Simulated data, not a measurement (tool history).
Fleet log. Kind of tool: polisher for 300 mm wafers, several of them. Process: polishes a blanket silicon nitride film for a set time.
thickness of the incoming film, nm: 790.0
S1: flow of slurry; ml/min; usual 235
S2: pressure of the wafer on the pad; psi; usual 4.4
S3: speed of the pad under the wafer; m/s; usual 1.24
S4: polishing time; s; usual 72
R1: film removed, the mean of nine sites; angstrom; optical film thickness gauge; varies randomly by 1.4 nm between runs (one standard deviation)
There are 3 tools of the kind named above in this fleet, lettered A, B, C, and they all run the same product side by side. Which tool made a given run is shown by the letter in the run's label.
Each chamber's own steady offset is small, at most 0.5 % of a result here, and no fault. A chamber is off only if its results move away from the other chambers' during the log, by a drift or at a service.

| run | day | S1 | S2 | S3 | S4 | R1 |
|---|---|---|---|---|---|---|
| 1C | 0.15 | 235 | 4.4 | 1.24 | 72 | 1638.6 |
| 2B | 0.417 | 235 | 4.4 | 1.24 | 72 | 1626.2 |
| 3A | 0.638 | 235 | 4.4 | 1.24 | 72 | 1607.3 |
| 4C | 0.854 | 235 | 4.4 | 1.24 | 72 | 1620.1 |
|  | 0.921 | chamber A: slurry nozzle cleaned |
| 5B | 1.058 | 235 | 4.4 | 1.24 | 72 | 1628.6 |
| 6A | 1.238 | 235 | 4.4 | 1.24 | 72 | 1624.1 |
| 7C | 1.408 | 235 | 4.4 | 1.24 | 72 | 1598.4 |
| 8B | 1.542 | 235 | 4.4 | 1.24 | 72 | 1629.6 |
| 9A | 1.704 | 235 | 4.4 | 1.24 | 72 | 1634.4 |
| 10A | 1.95 | 235 | 4.4 | 1.24 | 72 | 1655.7 |
|  | 2.042 | chamber C: worn pad replaced by a new one |
| 11B | 2.088 | 235 | 4.4 | 1.24 | 72 | 1605.3 |
| 12C | 2.221 | 235 | 4.4 | 1.24 | 72 | 1637.8 |
| 13C | 2.338 | 235 | 4.4 | 1.24 | 72 | 1618.8 |
| 14A | 2.508 | 235 | 5.4 | 1.54 | 72 | 2387.1 |
| 15B | 2.762 | 235 | 5.4 | 1.54 | 72 | 2350.8 |
|  | 2.812 | chamber B: head pressure recalibrated |
|  | 2.875 | chamber A: worn pad replaced by a new one |
| 16B | 2.958 | 235 | 5.4 | 1.54 | 72 | 2563.3 |
| 17C | 3.133 | 165 | 4.4 | 1.24 | 51 | 1078.3 |
| 18A | 3.271 | 165 | 4.4 | 1.24 | 51 | 1085.8 |
| 19B | 3.462 | 165 | 4.4 | 1.24 | 51 | 1201 |
| 20A | 3.608 | 235 | 4.4 | 1.24 | 72 | 1601 |
| 21C | 3.854 | 235 | 3.5 | 1.24 | 72 | 1288.3 |
|  | 3.996 | chamber B: worn pad replaced by a new one |
| 22C | 4.046 | 235 | 3.5 | 1.24 | 72 | 1296.5 |
| 23B | 4.283 | 235 | 3.5 | 1.24 | 72 | 1414.2 |
| 24A | 4.404 | 235 | 4.4 | 1.24 | 72 | 1619.5 |
| 25B | 4.579 | 235 | 4.4 | 1.24 | 72 | 1795.2 |
| 26A | 4.721 | 235 | 4.4 | 1.24 | 72 | 1632.2 |
| 27C | 4.979 | 235 | 4.4 | 1.24 | 72 | 1595.6 |
| 28B | 5.138 | 185 | 4.4 | 1.24 | 72 | 1706.4 |
| 29A | 5.283 | 185 | 4.4 | 1.24 | 72 | 1558.1 |
| 30C | 5.421 | 185 | 4.4 | 1.24 | 72 | 1559.3 |
| 31A | 5.575 | 235 | 4.4 | 1.24 | 72 | 1626.4 |
| 32B | 5.767 | 235 | 4.4 | 1.24 | 72 | 1750.5 |
| 33C | 6 | 235 | 4.4 | 1.24 | 72 | 1612.3 |
|  | 6.017 | chamber A: worn pad replaced by a new one |
| 34B | 6.217 | 235 | 4.4 | 1.24 | 72 | 1768.4 |
| 35A | 6.371 | 235 | 4.4 | 1.24 | 72 | 1641.1 |
| 36C | 6.604 | 235 | 4.4 | 1.24 | 72 | 1618.3 |
|  | 6.654 | chamber A: head pressure recalibrated |
| 37A | 6.858 | 235 | 4.4 | 1.24 | 72 | 1628 |
|  | 6.921 | chamber C: worn pad replaced by a new one |
| 38B | 7.062 | 235 | 4.4 | 1.24 | 72 | 1768.9 |
| 39C | 7.321 | 285 | 4.4 | 1.24 | 72 | 1671.3 |
| 40C | 7.438 | 285 | 4.4 | 1.24 | 72 | 1661.8 |

The same settings go to every chamber for the next run, one line per chamber below. Forecast the results for each:
| 41A | 7.629 | 235 | 4.4 | 1.24 | 72 | ? |
| 41B | 7.629 | 235 | 4.4 | 1.24 | 72 | ? |
| 41C | 7.629 | 235 | 4.4 | 1.24 | 72 | ? |

| run | R1 |
|---|---|
| 41A | 1635.9 |
| 41B | 1761.8 |
| 41C | 1633.5 |
